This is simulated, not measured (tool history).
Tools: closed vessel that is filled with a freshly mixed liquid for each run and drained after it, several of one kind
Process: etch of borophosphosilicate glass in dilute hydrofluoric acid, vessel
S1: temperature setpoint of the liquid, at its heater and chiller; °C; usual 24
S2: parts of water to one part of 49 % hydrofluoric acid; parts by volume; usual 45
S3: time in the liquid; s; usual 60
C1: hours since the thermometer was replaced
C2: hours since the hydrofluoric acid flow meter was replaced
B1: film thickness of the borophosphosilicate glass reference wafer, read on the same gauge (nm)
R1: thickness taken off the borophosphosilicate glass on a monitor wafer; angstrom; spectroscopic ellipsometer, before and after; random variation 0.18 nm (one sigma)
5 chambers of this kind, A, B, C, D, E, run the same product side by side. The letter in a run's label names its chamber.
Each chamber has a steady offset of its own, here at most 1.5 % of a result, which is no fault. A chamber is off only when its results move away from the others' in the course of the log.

Run 1E, hour 2.6: usual settings; C1 561.3; C2 587.8; B1 90.011. Result: R1 553.36 angstrom.
Run 2D, hour 5.7: usual settings; C1 708.8; C2 752.1; B1 89.975. Result: R1 560.41 angstrom.
Run 3A, hour 8.3: usual settings; C1 1752.3; C2 88.1; B1 90.001. Result: R1 557.02 angstrom.
Run 4C, hour 10.9: usual settings; C1 444.4; C2 1372.6; B1 90.033. Result: R1 560.38 angstrom.
Run 5B, hour 15.3: usual settings; C1 1934.3; C2 241.5; B1 90.026. Result: R1 565.02 angstrom.
Run 6E, hour 17.9: usual settings; C1 576.6; C2 603.1; B1 90.029. Result: R1 555.3 angstrom.
Run 7B, hour 20.2: usual settings; C1 1939.2; C2 246.4; B1 90.008. Result: R1 567.54 angstrom.
Run 8D, hour 24.2: usual settings; C1 727.3; C2 770.6; B1 89.998. Result: R1 563.03 angstrom.
At hour 28.2: chamber D: thermometer replaced.
Run 9C, hour 28.3: usual settings; C1 461.8; C2 1390; B1 89.976. Result: R1 561.73 angstrom.
Run 10A, hour 31.8: usual settings; C1 1775.8; C2 111.6; B1 90.008. Result: R1 561.28 angstrom.
Run 11D, hour 36.4: usual settings; C1 8.3; C2 782.8; B1 89.985. Result: R1 559.89 angstrom.
Run 12B, hour 38.8: usual settings; C1 1957.8; C2 265; B1 89.965. Result: R1 566.2 angstrom.
Run 13E, hour 42.9: usual settings but S1 20.5 °C, S2 60 parts by volume; C1 601.6; C2 628.1; B1 90.019. Result: R1 353.06 angstrom.
At hour 44.7: chamber D: hydrofluoric acid flow meter replaced.
Run 14A, hour 47.4: usual settings but S1 20.5 °C, S2 60 parts by volume; C1 1791.4; C2 127.2; B1 89.989. Result: R1 357.33 angstrom.
Run 15C, hour 51.3: usual settings but S1 20.5 °C, S2 60 parts by volume; C1 484.8; C2 1413; B1 89.99. Result: R1 353.63 angstrom.
Run 16C, hour 54: usual settings but S1 20.5 °C, S2 60 parts by volume; C1 487.5; C2 1415.7; B1 90.007. Result: R1 355 angstrom.
Run 17A, hour 58.7: usual settings but S1 20.5 °C, S2 60 parts by volume; C1 1802.7; C2 138.5; B1 89.999. Result: R1 358.75 angstrom.
Run 18E, hour 63.2: usual settings; C1 621.9; C2 648.4; B1 89.98. Result: R1 554.2 angstrom.
Run 19B, hour 66.6: usual settings; C1 1985.6; C2 292.8; B1 90.036. Result: R1 565.73 angstrom.
Run 20D, hour 69.8: usual settings; C1 41.7; C2 25.1; B1 89.985. Result: R1 560.68 angstrom.
Run 21E, hour 72.4: usual settings; C1 631.1; C2 657.6; B1 90. Result: R1 552.86 angstrom.
Run 22D, hour 74.9: usual settings; C1 46.8; C2 30.2; B1 89.992. Result: R1 561.19 angstrom.
Run 23C, hour 78.6: usual settings; C1 512.1; C2 1440.3; B1 89.966. Result: R1 563.59 angstrom.
Run 24B, hour 80.9: usual settings; C1 1999.9; C2 307.1; B1 89.987. Result: R1 564.63 angstrom.
Run 25A, hour 84.7: usual settings; C1 1828.7; C2 164.5; B1 89.979. Result: R1 562.02 angstrom.
Run 26D, hour 88.1: usual settings; C1 60; C2 43.4; B1 90.012. Result: R1 555.39 angstrom.
Run 27C, hour 92.1: usual settings but S2 35 parts by volume; C1 525.6; C2 1453.8; B1 89.981. Result: R1 735.79 angstrom.
Run 28B, hour 96.1: usual settings but S2 35 parts by volume; C1 2015.1; C2 322.3; B1 89.978. Result: R1 737.53 angstrom.
Run 29E, hour 98.5: usual settings but S2 35 parts by volume; C1 657.2; C2 683.7; B1 90.012. Result: R1 729.08 angstrom.
Run 30A, hour 103.2: usual settings but S2 35 parts by volume; C1 1847.2; C2 183; B1 89.991. Result: R1 724.1 angstrom.
Run 31A, hour 107.7: usual settings but S2 35 parts by volume; C1 1851.7; C2 187.5; B1 90.006. Result: R1 729.84 angstrom.
Run 32B, hour 110: usual settings; C1 2029; C2 336.2; B1 90.01. Result: R1 562.55 angstrom.
Run 33D, hour 112.6: usual settings; C1 84.5; C2 67.9; B1 89.953. Result: R1 557.43 angstrom.
Run 34E, hour 116.6: usual settings; C1 675.3; C2 701.8; B1 89.966. Result: R1 553.59 angstrom.
Run 35C, hour 119.5: usual settings; C1 553; C2 1481.2; B1 90.004. Result: R1 560.03 angstrom.
Run 36D, hour 124.1: usual settings; C1 96; C2 79.4; B1 89.998. Result: R1 560.7 angstrom.
Run 37E, hour 126.7: usual settings; C1 685.4; C2 711.9; B1 89.963. Result: R1 553.96 angstrom.
Run 38B, hour 130.3: usual settings but S3 70 s; C1 2049.3; C2 356.5; B1 90. Result: R1 659.72 angstrom.
Run 39C, hour 133.2: usual settings but S3 70 s; C1 566.7; C2 1494.9; B1 90.018. Result: R1 649.36 angstrom.
Run 40A, hour 135.7: usual settings but S3 70 s; C1 1879.7; C2 215.5; B1 90.017. Result: R1 655.63 angstrom.
Run 41B, hour 139: usual settings but S3 70 s; C1 2058; C2 365.2; B1 90.001. Result: R1 656.58 angstrom.
Run 42E, hour 142.6: usual settings but S3 70 s; C1 701.3; C2 727.8; B1 90.005. Result: R1 648.01 angstrom.

Is one chamber off against the others, does the gauge drift, or is nothing wrong? If a chamber is off, say which, and what the likeliest cause is.

No chamber stands off beyond its own small offset, and the gauge holds steady.
